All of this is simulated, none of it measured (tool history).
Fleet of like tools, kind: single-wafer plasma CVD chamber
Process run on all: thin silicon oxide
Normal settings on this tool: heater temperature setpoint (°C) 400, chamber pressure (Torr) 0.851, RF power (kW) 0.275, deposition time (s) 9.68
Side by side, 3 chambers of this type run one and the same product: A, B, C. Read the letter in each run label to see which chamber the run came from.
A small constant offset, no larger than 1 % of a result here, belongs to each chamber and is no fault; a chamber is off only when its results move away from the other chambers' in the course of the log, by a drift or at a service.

run	hour	heater temperature setpoint (°C)	chamber pressure (Torr)	RF power (kW)	deposition time (s)	read-back reference wafer on the same gauge, thickness_nm	mean film thickness on the monitor wafer (nm)
1A	2.8	400	0.851	0.275	9.68	19.502	18.078
2C	5.7	400	0.851	0.275	9.68	19.509	18.143
3B	8.6	400	0.851	0.275	9.68	19.508	18.253
4C	11.3	400	0.851	0.275	9.68	19.518	18.141
5B	14.3	400	0.851	0.275	9.68	19.510	18.263
6A	17.2	400	0.851	0.275	9.68	19.518	18.115
7C	19.6	400	0.851	0.245	9.68	19.518	17.293
8A	22.2	400	0.851	0.245	9.68	19.531	17.158
9B	24.5	400	0.851	0.245	9.68	19.525	17.400
10C	26.4	400	0.851	0.275	9.68	19.532	18.172
11A	29.2	400	0.851	0.275	9.68	19.530	18.122
12B	31.1	400	0.851	0.275	8.68	19.535	16.408
13A	34.5	400	0.851	0.275	8.68	19.543	16.263
14C	38.8	400	0.851	0.275	8.68	19.539	16.262
# hour 39.9: chamber A: RF generator calibrated
15B	41.9	412	0.851	0.295	9.68	19.548	18.747
16C	44.3	412	0.851	0.295	9.68	19.556	18.560
17A	47.1	412	0.851	0.295	9.68	19.545	18.558
18B	50.3	400	0.851	0.275	9.68	19.555	18.344
19C	52.8	400	0.851	0.275	9.68	19.571	18.174
20B	56.0	400	0.851	0.275	9.68	19.562	18.342
21A	58.4	400	0.851	0.275	9.68	19.561	18.125
22A	61.8	400	0.851	0.275	9.68	19.570	18.176
23B	65.6	406	0.851	0.275	9.68	19.568	18.302
24C	68.7	406	0.851	0.275	9.68	19.577	18.121
25C	72.7	406	0.851	0.275	9.68	19.579	18.139
26B	74.6	400	0.851	0.275	11.06	19.585	20.936
27A	77.4	400	0.851	0.275	11.06	19.596	20.716
28A	80.9	400	0.851	0.275	11.06	19.587	20.662
29B	83.0	400	0.851	0.275	9.68	19.594	18.402
30C	86.8	400	0.851	0.275	9.68	19.595	18.213
31A	90.9	400	0.851	0.275	9.68	19.598	18.161
32B	93.7	400	0.851	0.275	9.68	19.606	18.377
33C	96.2	400	0.851	0.275	9.68	19.608	18.224
# hour 98.4: chamber C: capacitance manometer re-zeroed and calibrated
34A	98.5	400	0.851	0.275	9.68	19.607	18.191
35B	102.1	400	0.851	0.275	9.68	19.609	18.361
36C	104.5	400	0.851	0.275	9.68	19.613	18.246
37A	107.2	400	0.851	0.275	9.68	19.618	18.239
38C	109.2	400	0.851	0.275	9.68	19.623	18.291

All 3 chambers run these settings next. Forecast each chamber's results:
39A	112.2	400	0.851	0.275	9.68		?
39B	112.2	400	0.851	0.275	9.68		?
39C	112.2	400	0.851	0.275	9.68		?

run	mean film thickness on the monitor wafer (nm)
39A	18.208
39B	18.435
39C	18.240

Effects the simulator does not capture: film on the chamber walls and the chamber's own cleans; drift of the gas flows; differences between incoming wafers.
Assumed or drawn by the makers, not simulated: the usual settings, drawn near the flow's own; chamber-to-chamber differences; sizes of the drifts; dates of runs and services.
